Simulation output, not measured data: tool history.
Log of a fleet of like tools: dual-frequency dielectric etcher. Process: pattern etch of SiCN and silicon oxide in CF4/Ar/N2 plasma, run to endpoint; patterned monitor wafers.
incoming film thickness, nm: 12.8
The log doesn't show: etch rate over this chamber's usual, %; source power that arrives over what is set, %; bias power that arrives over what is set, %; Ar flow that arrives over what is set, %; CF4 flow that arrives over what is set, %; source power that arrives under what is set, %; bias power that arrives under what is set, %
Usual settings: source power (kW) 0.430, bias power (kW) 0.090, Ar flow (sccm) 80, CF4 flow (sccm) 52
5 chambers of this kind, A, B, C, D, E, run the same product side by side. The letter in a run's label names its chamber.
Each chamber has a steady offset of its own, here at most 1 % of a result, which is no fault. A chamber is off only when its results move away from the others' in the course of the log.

run,hour,source power (kW),bias power (kW),Ar flow (sccm),CF4 flow (sccm),hours since the last wet clean,hours since the last source power generator calibration,hours since the last bias power generator calibration,hours since the last Ar flow controller change,hours since the last CF4 flow controller change,endpoint time (s)
# hour 3.0: chamber D: wet clean of the chamber
1E,5.1,0.430,0.090,80,52,500.3,1062.3,906.6,3379.8,996.5,14.581
2A,9.9,0.430,0.090,80,52,459.7,1854.5,3517.4,2293.4,1418.8,14.522
# hour 11.0: chamber A: wet clean of the chamber
3D,13.4,0.430,0.090,80,52,10.4,861.6,3160.9,889.8,375.1,14.439
# hour 14.4: chamber E: wet clean of the chamber
4C,17.1,0.430,0.090,80,52,359.7,1104.4,2353.5,1057.0,2898.0,14.465
5B,22.4,0.430,0.090,80,52,496.0,3038.2,1707.5,1005.5,1027.9,14.517
6B,26.6,0.430,0.090,80,52,500.2,3042.4,1711.7,1009.7,1032.1,14.701
7D,30.2,0.430,0.090,80,52,27.2,878.4,3177.7,906.6,391.9,14.310
8A,36.2,0.430,0.075,80,43,25.2,1880.8,3543.7,2319.7,1445.1,15.757
9E,42.7,0.430,0.075,80,43,28.3,1099.9,944.2,3417.4,1034.1,16.043
10C,47.7,0.430,0.075,80,43,390.3,1135.0,2384.1,1087.6,2928.6,15.942
11C,50.9,0.430,0.075,80,43,393.5,1138.2,2387.3,1090.8,2931.8,15.908
# hour 51.9: chamber B: wet clean of the chamber
12E,56.1,0.430,0.075,80,43,41.7,1113.3,957.6,3430.8,1047.5,16.009
13A,62.7,0.430,0.090,80,52,51.7,1907.3,3570.2,2346.2,1471.6,14.354
14D,68.1,0.430,0.090,80,52,65.1,916.3,3215.6,944.5,429.8,14.450
15B,74.7,0.430,0.090,80,52,22.9,3090.5,1759.8,1057.8,1080.2,14.648
16C,80.1,0.430,0.090,80,52,422.7,1167.4,2416.5,1120.0,2961.0,14.557
17A,83.4,0.530,0.090,80,52,72.4,1928.0,3590.9,2366.9,1492.3,11.954
18D,88.9,0.530,0.090,80,52,85.9,937.1,3236.4,965.3,450.6,12.058
19E,94.0,0.530,0.090,80,52,79.6,1151.2,995.5,3468.7,1085.4,12.215
20B,97.9,0.530,0.090,80,52,46.1,3113.7,1783.0,1081.0,1103.4,12.126
21E,103.4,0.530,0.090,80,52,89.0,1160.6,1004.9,3478.1,1094.8,12.151
22C,106.5,0.430,0.090,80,52,449.1,1193.8,2442.9,1146.4,2987.4,14.595
# hour 111.2: chamber A: source power generator calibrated
23A,111.3,0.350,0.090,72,52,100.3,0.2,3618.8,2394.8,1520.2,16.518
# hour 112.4: chamber C: bias power generator calibrated
24B,117.4,0.350,0.090,72,52,65.6,3133.2,1802.5,1100.5,1122.9,17.305
25D,123.4,0.350,0.090,72,52,120.4,971.6,3270.9,999.8,485.1,16.992
26D,129.4,0.350,0.090,72,52,126.4,977.6,3276.9,1005.8,491.1,17.069
27C,135.2,0.350,0.090,72,52,477.8,1222.5,22.9,1175.1,3016.1,17.150
28A,141.5,0.430,0.090,80,52,130.5,30.4,3649.0,2425.0,1550.4,13.977
29B,147.6,0.430,0.097,80,52,95.8,3163.4,1832.7,1130.7,1153.1,14.165
30E,152.1,0.430,0.097,80,52,137.7,1209.3,1053.6,3526.8,1143.5,14.148
31E,157.5,0.430,0.097,80,52,143.1,1214.7,1059.0,3532.2,1148.9,14.263
32B,160.4,0.430,0.097,80,52,108.6,3176.2,1845.5,1143.5,1165.9,14.302
33D,164.2,0.430,0.097,80,52,161.2,1012.4,3311.7,1040.6,525.9,13.959
34A,169.5,0.430,0.090,80,52,158.5,58.4,3677.0,2453.0,1578.4,13.950
35C,172.7,0.430,0.090,80,52,515.3,1260.0,60.4,1212.6,3053.6,14.620
36D,178.1,0.430,0.090,80,52,175.1,1026.3,3325.6,1054.5,539.8,14.527
37C,183.6,0.430,0.090,80,52,526.2,1270.9,71.3,1223.5,3064.5,14.566
38A,188.4,0.470,0.090,80,52,177.4,77.3,3695.9,2471.9,1597.3,12.847
39B,195.1,0.470,0.090,80,52,143.3,3210.9,1880.2,1178.2,1200.6,13.396

Is one chamber off against the others, does the gauge drift, or is nothing wrong? If a chamber is off, say which, and what the likeliest cause is.

A service left chamber A off against the others.
Cause: source power that arrives over what is set, % = 3.52.

Here are 4 candidates for chamber A's next run, each the usual settings with a change, their results left as question marks. Which one brings its results back in line with what the others give on the usual settings?
In line means no further than this from the other chambers' mean on the usual settings: endpoint time (s) 0.200
40A-1,199.8,0.450,0.091,79,52,,,,,,?
40A-2,199.8,0.430,0.090,102,38,,,,,,?
40A-3,199.8,0.430,0.108,74,56,,,,,,?
40A-4,199.8,0.410,0.090,81,52,,,,,,?

The other chambers' mean on the usual settings: endpoint time (s) 14.550
run,endpoint time (s)
40A-1,13.318
40A-2,15.121
40A-3,12.791
40A-4,14.561
40A-4 brings the chamber back in line.
